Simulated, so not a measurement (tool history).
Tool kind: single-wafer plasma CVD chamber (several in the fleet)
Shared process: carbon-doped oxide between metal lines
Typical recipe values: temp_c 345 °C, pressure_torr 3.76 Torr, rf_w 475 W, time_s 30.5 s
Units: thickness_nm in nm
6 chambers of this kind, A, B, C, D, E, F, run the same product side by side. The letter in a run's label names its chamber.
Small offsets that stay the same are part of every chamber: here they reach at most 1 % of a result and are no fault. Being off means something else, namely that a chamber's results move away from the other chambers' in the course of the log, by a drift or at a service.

run   hour  temp_c  pressure_torr  rf_w  time_s  hours since the last thermocouple change  hours since the last RF generator calibration  hours since the last manometer calibration  read-back reference wafer on the same gauge, thickness_nm  thickness_nm
 1E    6.4     345           3.76   475    30.5                                    1298.8                                          442.1                                      1275.0                                                     155.00        147.95
 2B   15.5     345           3.76   475    30.5                                     261.2                                          638.4                                       485.7                                                     154.89        146.93
 3F   23.0     345           3.76   475    30.5                                    1258.3                                         1569.5                                       496.8                                                     155.00        146.02
 4A   33.9     345           3.76   475    30.5                                    2036.9                                         1365.4                                      2249.7                                                     155.01        147.73
      35.9  -- chamber A: thermocouple changed; heater temperature recalibrated
 5D   39.7     345           3.76   475    30.5                                     138.4                                         1214.2                                       996.5                                                     154.95        148.95
 6C   50.4     345           3.76   475    30.5                                     291.5                                          793.1                                       409.2                                                     154.98        147.82
 7D   58.5     345           3.76   475    30.5                                     157.2                                         1233.0                                      1015.3                                                     154.81        148.67
 8E   65.7     350           3.39   475    30.5                                    1358.1                                          501.4                                      1334.3                                                     155.07        144.47
 9F   71.6     350           3.39   475    30.5                                    1306.9                                         1618.1                                       545.4                                                     155.03        141.64
10A   83.4     350           3.39   475    30.5                                      47.5                                         1414.9                                      2299.2                                                     155.08        144.12
11B   90.3     350           3.39   475    30.5                                     336.0                                          713.2                                       560.5                                                     154.94        143.25
12C   95.6     350           3.39   475    30.5                                     336.7                                          838.3                                       454.4                                                     154.90        143.69
13A  101.0     350           3.39   475    30.5                                      65.1                                         1432.5                                      2316.8                                                     155.03        143.82
     101.3  -- chamber E: capacitance manometer re-zeroed and calibrated
14B  111.0     345           3.76   475    30.5                                     356.7                                          733.9                                       581.2                                                     155.03        146.39
15D  123.0     345           3.76   475    30.5                                     221.7                                         1297.5                                      1079.8                                                     155.07        147.50
16C  129.0     345           3.76   475    30.5                                     370.1                                          871.7                                       487.8                                                     155.14        146.99
17F  138.1     345           3.76   475    30.5                                    1373.4                                         1684.6                                       611.9                                                     155.09        145.62
18E  145.6     345           3.76   475    30.5                                    1438.0                                          581.3                                        44.3                                                     155.09        148.56
     152.0  -- chamber F: thermocouple changed; heater temperature recalibrated
19C  153.5     345           3.76   475    30.5                                     394.6                                          896.2                                       512.3                                                     154.96        147.74
20D  161.5     345           3.76   475    30.5                                     260.2                                         1336.0                                      1118.3                                                     155.10        149.38
21B  166.8     345           3.76   475    30.5                                     412.5                                          789.7                                       637.0                                                     155.04        146.80
22E  173.7     345           3.76   475    30.5                                    1466.1                                          609.4                                        72.4                                                     155.16        148.67
23F  185.3     345           3.76   475    30.5                                      33.3                                         1731.8                                       659.1                                                     154.89        146.00
24A  190.5     345           3.76   475    30.5                                     154.6                                         1522.0                                      2406.3                                                     155.01        147.06
25F  198.9     345           3.76   475    30.5                                      46.9                                         1745.4                                       672.7                                                     155.05        145.91
     204.7  -- chamber D: RF generator calibrated
26A  204.8     345           3.76   475    30.5                                     168.9                                         1536.3                                      2420.6                                                     154.96        145.85
27E  214.9     345           3.76   475    30.5                                    1507.3                                          650.6                                       113.6                                                     155.01        148.15
28B  224.6     345           3.76   475    30.5                                     470.3                                          847.5                                       694.8                                                     155.13        147.23
29D  233.1     345           3.76   475    30.5                                     331.8                                           28.5                                      1189.9                                                     154.83        146.60
30C  239.9     345           3.76   475    30.5                                     481.0                                          982.6                                       598.7                                                     155.08        147.37
31D  248.0     345           3.76   475    30.5                                     346.7                                           43.4                                      1204.8                                                     155.02        149.05
32E  256.5     345           4.67   445    30.5                                    1548.9                                          692.2                                       155.2                                                     154.85        145.94
33F  266.0     345           4.67   445    30.5                                     114.0                                         1812.5                                       739.8                                                     155.05        144.68
34C  275.1     345           4.67   445    30.5                                     516.2                                         1017.8                                       633.9                                                     154.98        144.67
35A  283.5     345           4.67   445    30.5                                     247.6                                         1615.0                                      2499.3                                                     155.01        141.19
     286.9  -- chamber B: RF generator calibrated
36B  290.0     345           4.67   445    30.5                                     535.7                                            3.2                                       760.2                                                     155.06        145.70
37E  296.2     345           4.67   445    30.5                                    1588.6                                          731.9                                       194.9                                                     154.97        146.19
38F  306.2     345           3.76   475    30.5                                     154.2                                         1852.7                                       780.0                                                     155.08        145.65

Next, all 6 chambers run the settings below, one line each with question marks for the results. What does each chamber give?
39A  314.8     345           2.97   475    30.5                                                                                                                                                                                                             ?
39B  314.8     345           2.97   475    30.5                                                                                                                                                                                                             ?
39C  314.8     345           2.97   475    30.5                                                                                                                                                                                                             ?
39D  314.8     345           2.97   475    30.5                                                                                                                                                                                                             ?
39E  314.8     345           2.97   475    30.5                                                                                                                                                                                                             ?
39F  314.8     345           2.97   475    30.5                                                                                                                                                                                                             ?

run  thickness_nm
39A        140.28
39B        143.92
39C        143.29
39D        144.73
39E        144.46
39F        142.15

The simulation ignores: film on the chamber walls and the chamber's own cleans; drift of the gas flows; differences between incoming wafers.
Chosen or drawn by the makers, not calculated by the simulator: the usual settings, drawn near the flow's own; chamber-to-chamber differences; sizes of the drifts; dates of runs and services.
